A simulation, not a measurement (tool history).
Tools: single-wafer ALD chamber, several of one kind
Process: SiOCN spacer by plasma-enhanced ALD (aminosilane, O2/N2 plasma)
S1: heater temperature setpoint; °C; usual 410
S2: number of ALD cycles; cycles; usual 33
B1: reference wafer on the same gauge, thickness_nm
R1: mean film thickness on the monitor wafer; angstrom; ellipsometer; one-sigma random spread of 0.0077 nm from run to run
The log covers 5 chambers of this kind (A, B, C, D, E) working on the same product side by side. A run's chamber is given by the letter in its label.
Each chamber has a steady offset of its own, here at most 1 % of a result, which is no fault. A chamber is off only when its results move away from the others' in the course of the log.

run 1D hour=11.0 | S1=410 S2=33 | B1=2.1312 | R1=19.157
-- hour=20.9 chamber A: thermocouple changed; heater temperature recalibrated
run 2C hour=25.2 | S1=410 S2=33 | B1=2.1279 | R1=19.103
run 3A hour=36.5 | S1=410 S2=33 | B1=2.1309 | R1=19.468
run 4E hour=44.6 | S1=410 S2=33 | B1=2.1314 | R1=19.521
run 5B hour=51.4 | S1=410 S2=33 | B1=2.1311 | R1=19.293
run 6E hour=62.3 | S1=410 S2=33 | B1=2.1306 | R1=19.529
run 7D hour=74.0 | S1=410 S2=33 | B1=2.1292 | R1=19.271
run 8C hour=86.3 | S1=396 S2=33 | B1=2.1297 | R1=19.829
run 9A hour=99.4 | S1=396 S2=33 | B1=2.1298 | R1=19.925
run 10B hour=113.6 | S1=396 S2=33 | B1=2.1300 | R1=20.092
run 11B hour=123.0 | S1=396 S2=33 | B1=2.1301 | R1=20.003
-- hour=125.6 chamber E: thermocouple changed; heater temperature recalibrated
run 12C hour=137.2 | S1=396 S2=33 | B1=2.1297 | R1=19.700
run 13E hour=143.8 | S1=410 S2=33 | B1=2.1309 | R1=19.324
run 14A hour=151.8 | S1=410 S2=33 | B1=2.1292 | R1=19.352
run 15D hour=162.9 | S1=410 S2=33 | B1=2.1294 | R1=19.092
run 16C hour=169.7 | S1=410 S2=33 | B1=2.1297 | R1=19.069
run 17A hour=183.6 | S1=410 S2=33 | B1=2.1318 | R1=19.275
run 18B hour=196.5 | S1=410 S2=31 | B1=2.1281 | R1=18.199
run 19D hour=210.8 | S1=410 S2=31 | B1=2.1303 | R1=18.010
run 20E hour=223.1 | S1=410 S2=31 | B1=2.1283 | R1=18.207
run 21E hour=230.5 | S1=410 S2=31 | B1=2.1282 | R1=18.159
run 22C hour=241.4 | S1=410 S2=31 | B1=2.1314 | R1=18.020
run 23D hour=250.5 | S1=410 S2=33 | B1=2.1306 | R1=19.096
run 24B hour=261.2 | S1=398 S2=33 | B1=2.1284 | R1=19.941
run 25A hour=269.4 | S1=398 S2=33 | B1=2.1315 | R1=19.884
run 26E hour=284.1 | S1=398 S2=33 | B1=2.1331 | R1=20.136
run 27D hour=291.2 | S1=398 S2=33 | B1=2.1300 | R1=19.682
run 28C hour=299.6 | S1=398 S2=33 | B1=2.1324 | R1=19.691
run 29B hour=314.3 | S1=410 S2=33 | B1=2.1295 | R1=19.437
run 30A hour=325.0 | S1=410 S2=33 | B1=2.1296 | R1=19.294
run 31D hour=339.3 | S1=410 S2=33 | B1=2.1314 | R1=19.152
run 32E hour=346.0 | S1=421 S2=37 | B1=2.1303 | R1=21.120

Read the log: is a single chamber off, either drifting away or since a service, is the gauge that measures every chamber drifting, or is nothing wrong beyond small per-chamber offsets? Name any odd chamber and what most likely caused it.

Beyond each chamber's small constant offset nothing stands out, and the gauge stays steady.
